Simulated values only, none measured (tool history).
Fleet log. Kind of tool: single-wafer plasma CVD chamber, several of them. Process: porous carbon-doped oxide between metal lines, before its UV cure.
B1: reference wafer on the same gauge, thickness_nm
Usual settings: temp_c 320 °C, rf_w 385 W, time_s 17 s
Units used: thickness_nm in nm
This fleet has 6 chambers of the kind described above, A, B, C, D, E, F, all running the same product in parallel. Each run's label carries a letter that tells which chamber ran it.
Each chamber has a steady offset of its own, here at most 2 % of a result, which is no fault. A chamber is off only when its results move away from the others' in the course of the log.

{"run": "1D", "hour": 6.6, "temp_c": 320, "rf_w": 385, "time_s": 17, "B1": 79.507, "thickness_nm": 69.68}
{"run": "2E", "hour": 12.6, "temp_c": 320, "rf_w": 385, "time_s": 17, "B1": 79.507, "thickness_nm": 68.822}
{"run": "3C", "hour": 18.2, "temp_c": 320, "rf_w": 385, "time_s": 17, "B1": 79.527, "thickness_nm": 69.66}
{"run": "4F", "hour": 27.0, "temp_c": 320, "rf_w": 385, "time_s": 17, "B1": 79.547, "thickness_nm": 70.718}
{"run": "5A", "hour": 34.2, "temp_c": 320, "rf_w": 385, "time_s": 17, "B1": 79.536, "thickness_nm": 70.092}
{"run": "6B", "hour": 43.3, "temp_c": 320, "rf_w": 385, "time_s": 17, "B1": 79.56, "thickness_nm": 69.609}
{"run": "7D", "hour": 48.5, "temp_c": 314, "rf_w": 385, "time_s": 17, "B1": 79.515, "thickness_nm": 71.609}
{"run": "8F", "hour": 54.7, "temp_c": 314, "rf_w": 385, "time_s": 17, "B1": 79.44, "thickness_nm": 73.331}
{"run": "9E", "hour": 61.8, "temp_c": 314, "rf_w": 385, "time_s": 17, "B1": 79.449, "thickness_nm": 71.672}
{"run": "10B", "hour": 69.2, "temp_c": 314, "rf_w": 385, "time_s": 17, "B1": 79.518, "thickness_nm": 71.306}
{"run": "11A", "hour": 80.4, "temp_c": 314, "rf_w": 385, "time_s": 17, "B1": 79.508, "thickness_nm": 72.042}
{"run": "12C", "hour": 89.9, "temp_c": 314, "rf_w": 385, "time_s": 17, "B1": 79.44, "thickness_nm": 71.212}
{"hour": 94.9, "done": "chamber F: RF generator calibrated"}
{"run": "13F", "hour": 100.5, "temp_c": 320, "rf_w": 385, "time_s": 17, "B1": 79.543, "thickness_nm": 70.849}
{"run": "14E", "hour": 110.9, "temp_c": 320, "rf_w": 385, "time_s": 17, "B1": 79.542, "thickness_nm": 69.551}
{"hour": 115.8, "done": "chamber F: thermocouple changed; heater temperature recalibrated"}
{"run": "15B", "hour": 120.3, "temp_c": 320, "rf_w": 385, "time_s": 17, "B1": 79.567, "thickness_nm": 69.234}
{"run": "16A", "hour": 126.8, "temp_c": 320, "rf_w": 385, "time_s": 17, "B1": 79.509, "thickness_nm": 69.477}
{"run": "17D", "hour": 136.4, "temp_c": 320, "rf_w": 385, "time_s": 17, "B1": 79.456, "thickness_nm": 69.218}
{"run": "18C", "hour": 147.3, "temp_c": 320, "rf_w": 385, "time_s": 17, "B1": 79.599, "thickness_nm": 69.621}
{"run": "19C", "hour": 158.5, "temp_c": 320, "rf_w": 385, "time_s": 17, "B1": 79.455, "thickness_nm": 69.434}
{"run": "20F", "hour": 164.9, "temp_c": 320, "rf_w": 385, "time_s": 17, "B1": 79.592, "thickness_nm": 71.648}
{"run": "21A", "hour": 171.8, "temp_c": 320, "rf_w": 385, "time_s": 17, "B1": 79.479, "thickness_nm": 69.753}
{"run": "22E", "hour": 179.1, "temp_c": 320, "rf_w": 385, "time_s": 17, "B1": 79.497, "thickness_nm": 69.584}
{"run": "23B", "hour": 189.3, "temp_c": 320, "rf_w": 385, "time_s": 17, "B1": 79.537, "thickness_nm": 69.879}
{"run": "24D", "hour": 199.9, "temp_c": 320, "rf_w": 385, "time_s": 17, "B1": 79.542, "thickness_nm": 69.527}
{"hour": 201.4, "done": "chamber E: RF generator calibrated"}
{"run": "25F", "hour": 206.1, "temp_c": 320, "rf_w": 385, "time_s": 17, "B1": 79.525, "thickness_nm": 71.926}
{"hour": 208.1, "done": "chamber A: RF generator calibrated"}
{"run": "26A", "hour": 214.6, "temp_c": 320, "rf_w": 385, "time_s": 17, "B1": 79.512, "thickness_nm": 69.756}
{"run": "27B", "hour": 226.6, "temp_c": 320, "rf_w": 385, "time_s": 17, "B1": 79.45, "thickness_nm": 69.149}
{"run": "28C", "hour": 236.5, "temp_c": 320, "rf_w": 385, "time_s": 17, "B1": 79.479, "thickness_nm": 69.388}
{"run": "29E", "hour": 245.1, "temp_c": 320, "rf_w": 385, "time_s": 17, "B1": 79.586, "thickness_nm": 69.054}
{"run": "30D", "hour": 252.3, "temp_c": 320, "rf_w": 385, "time_s": 17, "B1": 79.561, "thickness_nm": 69.305}
{"run": "31B", "hour": 260.3, "temp_c": 320, "rf_w": 385, "time_s": 17, "B1": 79.449, "thickness_nm": 69.79}
{"run": "32C", "hour": 270.7, "temp_c": 320, "rf_w": 385, "time_s": 17, "B1": 79.603, "thickness_nm": 70.314}
{"run": "33E", "hour": 276.1, "temp_c": 320, "rf_w": 385, "time_s": 18.8, "B1": 79.542, "thickness_nm": 76.015}
{"run": "34A", "hour": 286.2, "temp_c": 320, "rf_w": 385, "time_s": 18.8, "B1": 79.526, "thickness_nm": 77.61}
{"run": "35F", "hour": 293.5, "temp_c": 320, "rf_w": 385, "time_s": 18.8, "B1": 79.426, "thickness_nm": 79.331}
{"run": "36D", "hour": 301.9, "temp_c": 320, "rf_w": 385, "time_s": 18.8, "B1": 79.463, "thickness_nm": 76.539}
{"run": "37E", "hour": 310.7, "temp_c": 320, "rf_w": 385, "time_s": 18.8, "B1": 79.597, "thickness_nm": 76.55}
{"run": "38C", "hour": 321.4, "temp_c": 320, "rf_w": 385, "time_s": 18.8, "B1": 79.465, "thickness_nm": 76.99}
{"run": "39D", "hour": 327.9, "temp_c": 320, "rf_w": 385, "time_s": 17, "B1": 79.552, "thickness_nm": 69.303}
{"run": "40F", "hour": 337.4, "temp_c": 320, "rf_w": 385, "time_s": 17, "B1": 79.361, "thickness_nm": 71.609}
{"run": "41A", "hour": 344.4, "temp_c": 320, "rf_w": 385, "time_s": 17, "B1": 79.574, "thickness_nm": 69.966}
{"run": "42B", "hour": 356.5, "temp_c": 320, "rf_w": 385, "time_s": 17, "B1": 79.491, "thickness_nm": 69.496}

Predict what each chamber gives when all 6 of them run the settings below next.
{"run": "43A", "hour": 365.1, "temp_c": 320, "rf_w": 385, "time_s": 18.6, "thickness_nm": "?"}
{"run": "43B", "hour": 365.1, "temp_c": 320, "rf_w": 385, "time_s": 18.6, "thickness_nm": "?"}
{"run": "43C", "hour": 365.1, "temp_c": 320, "rf_w": 385, "time_s": 18.6, "thickness_nm": "?"}
{"run": "43D", "hour": 365.1, "temp_c": 320, "rf_w": 385, "time_s": 18.6, "thickness_nm": "?"}
{"run": "43E", "hour": 365.1, "temp_c": 320, "rf_w": 385, "time_s": 18.6, "thickness_nm": "?"}
{"run": "43F", "hour": 365.1, "temp_c": 320, "rf_w": 385, "time_s": 18.6, "thickness_nm": "?"}

run=43A thickness_nm=77.065
run=43B thickness_nm=75.497
run=43C thickness_nm=76.233
run=43D thickness_nm=76.021
run=43E thickness_nm=75.316
run=43F thickness_nm=77.873

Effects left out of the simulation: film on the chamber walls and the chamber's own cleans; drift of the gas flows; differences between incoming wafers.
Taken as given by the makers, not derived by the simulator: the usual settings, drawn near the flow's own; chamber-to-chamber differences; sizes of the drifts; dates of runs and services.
